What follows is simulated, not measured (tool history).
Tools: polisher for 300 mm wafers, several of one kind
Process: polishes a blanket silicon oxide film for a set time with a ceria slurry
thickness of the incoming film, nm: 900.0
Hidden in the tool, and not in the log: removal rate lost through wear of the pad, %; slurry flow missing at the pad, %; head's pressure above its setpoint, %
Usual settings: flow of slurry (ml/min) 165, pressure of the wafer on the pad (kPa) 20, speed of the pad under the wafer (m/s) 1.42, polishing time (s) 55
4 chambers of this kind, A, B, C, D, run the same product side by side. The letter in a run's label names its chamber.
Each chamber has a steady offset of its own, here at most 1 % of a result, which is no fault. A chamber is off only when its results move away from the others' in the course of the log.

| run | day | flow of slurry (ml/min) | pressure of the wafer on the pad (kPa) | speed of the pad under the wafer (m/s) | polishing time (s) | wafers polished on this pad | hours since the slurry nozzle was cleaned | hours since the head pressure was calibrated | film removed (Å) |
|---|---|---|---|---|---|---|---|---|---|
| 1C | 0.467 | 165 | 20 | 1.42 | 55 | 967 | 666.5 | 753 | 3800.2 |
|  | 0.554 | chamber A: worn pad replaced by a new one |
| 2D | 0.838 | 165 | 20 | 1.42 | 55 | 587 | 99.6 | 857 | 3773.1 |
|  | 1.238 | chamber C: worn pad replaced by a new one |
| 3A | 1.4 | 165 | 20 | 1.42 | 55 | 330 | 248.2 | 35.4 | 3809.6 |
|  | 1.575 | chamber C: slurry nozzle cleaned |
| 4B | 1.758 | 165 | 20 | 1.42 | 55 | 1203 | 316.6 | 342.7 | 3763.3 |
| 5D | 2.071 | 165 | 20 | 1.42 | 55 | 1068 | 129.2 | 886.6 | 3724.9 |
|  | 2.262 | chamber D: worn pad replaced by a new one |
| 6B | 2.392 | 165 | 20 | 1.42 | 55 | 1450 | 331.8 | 357.9 | 3723.3 |
| 7A | 2.846 | 165 | 20 | 1.42 | 55 | 894 | 282.9 | 70.1 | 3800.4 |
| 8C | 3.225 | 165 | 20 | 1.42 | 55 | 776 | 39.7 | 819.2 | 3787 |
| 9D | 3.488 | 105 | 14.5 | 1.42 | 55 | 478 | 163.2 | 920.6 | 2535 |
|  | 3.683 | chamber A: worn pad replaced by a new one |
|  | 3.758 | chamber C: worn pad replaced by a new one |
| 10A | 3.908 | 105 | 14.5 | 1.42 | 55 | 88 | 308.4 | 95.6 | 2517.5 |
| 11C | 4.421 | 105 | 14.5 | 1.42 | 55 | 259 | 68.4 | 847.9 | 2581.6 |
| 12B | 4.675 | 105 | 14.5 | 1.42 | 55 | 2341 | 386.6 | 412.7 | 2500.7 |
|  | 4.892 | chamber D: worn pad replaced by a new one |
| 13B | 5.079 | 165 | 20 | 1.42 | 55 | 2499 | 396.3 | 422.4 | 3808.1 |
| 14D | 5.529 | 165 | 20 | 1.42 | 55 | 249 | 212.2 | 969.6 | 3845.6 |
| 15C | 5.812 | 165 | 20 | 1.42 | 55 | 802 | 101.8 | 881.3 | 3809 |
| 16A | 6.146 | 165 | 20 | 1.42 | 55 | 961 | 362.1 | 149.3 | 3782.1 |
|  | 6.171 | chamber A: worn pad replaced by a new one |
|  | 6.467 | chamber C: worn pad replaced by a new one |
| 17B | 6.604 | 165 | 26.2 | 1.42 | 55 | 3094 | 432.9 | 459 | 4899.7 |
| 18A | 6.917 | 165 | 26.2 | 1.42 | 55 | 292 | 380.6 | 167.8 | 5088.5 |
| 19D | 7.217 | 165 | 26.2 | 1.42 | 55 | 908 | 252.7 | 1010.1 | 4938.9 |
| 20C | 7.771 | 165 | 26.2 | 1.42 | 55 | 509 | 148.8 | 928.3 | 5006.3 |
|  | 7.875 | chamber D: worn pad replaced by a new one |
| 21B | 8.271 | 165 | 17.9 | 1.42 | 55 | 3744 | 472.9 | 499 | 3356.4 |
| 22D | 8.688 | 165 | 17.9 | 1.42 | 55 | 318 | 288 | 1045.4 | 3465.3 |
|  | 9.029 | chamber A: worn pad replaced by a new one |
| 23A | 9.079 | 165 | 17.9 | 1.42 | 55 | 20 | 432.5 | 219.7 | 3492.7 |
|  | 9.088 | chamber C: worn pad replaced by a new one |
| 24C | 9.596 | 165 | 17.9 | 1.42 | 55 | 199 | 192.6 | 972.1 | 3412.9 |
|  | 10.15 | chamber B: slurry nozzle cleaned |
| 25A | 10.154 | 165 | 20 | 1.42 | 55 | 440 | 458.3 | 245.5 | 3776.1 |
| 26C | 10.725 | 165 | 20 | 1.42 | 55 | 640 | 219.7 | 999.2 | 3815.8 |
|  | 10.796 | chamber D: worn pad replaced by a new one |
| 27B | 11.208 | 165 | 20 | 1.42 | 55 | 4890 | 25.4 | 569.5 | 3641.4 |
| 28D | 11.642 | 165 | 20 | 1.42 | 55 | 330 | 358.9 | 1116.3 | 3855.9 |
|  | 11.646 | chamber D: head pressure recalibrated |
|  | 11.871 | chamber C: worn pad replaced by a new one |
| 29A | 11.971 | 165 | 15.2 | 1.42 | 68 | 1149 | 501.9 | 289.1 | 3586.4 |
|  | 12.367 | chamber A: worn pad replaced by a new one |
| 30D | 12.496 | 165 | 15.2 | 1.42 | 68 | 664 | 379.4 | 20.4 | 3665.5 |
| 31C | 12.938 | 165 | 15.2 | 1.42 | 68 | 417 | 272.8 | 1052.3 | 3601 |
| 32B | 13.358 | 165 | 15.2 | 1.42 | 68 | 5729 | 77 | 621.1 | 3358.3 |
| 33C | 13.733 | 165 | 20 | 1.42 | 55 | 727 | 291.9 | 1071.4 | 3768.1 |
| 34A | 14.104 | 165 | 20 | 1.42 | 55 | 679 | 553.1 | 340.3 | 3783 |
| 35B | 14.533 | 165 | 20 | 1.42 | 55 | 6188 | 105.2 | 649.3 | 3550.8 |

What goes on in this fleet: one chamber off, a drifting gauge, or nothing beyond the chambers' own small offsets? Name the chamber and the cause, if any.

Chamber B drifts away from the others.
Cause: removal rate lost through wear of the pad, % = 7.65.
The log may not tell that from: head's pressure below its setpoint, %.

Here are 4 candidates for chamber B's next run, each the usual settings with a change, their results left as question marks. Which one brings its results back in line with what the others give on the usual settings?
In line means no further than this from the other chambers' mean on the usual settings: film removed (Å) 180
| 36B-1 | 14.946 | 250 | 20 | 1.42 | 55 |  |  |  | ? |
| 36B-2 | 14.946 | 165 | 20.7 | 1.5 | 58 |  |  |  | ? |
| 36B-3 | 14.946 | 165 | 19.3 | 1.34 | 52 |  |  |  | ? |
| 36B-4 | 14.946 | 165 | 19.3 | 1.38 | 54 |  |  |  | ? |

The other chambers' mean on the usual settings: film removed (Å) 3796.7
| run | film removed (Å) |
|---|---|
| 36B-1 | 3728.9 |
| 36B-2 | 4063.7 |
| 36B-3 | 3032.5 |
| 36B-4 | 3244.6 |
36B-1 brings the chamber back in line.
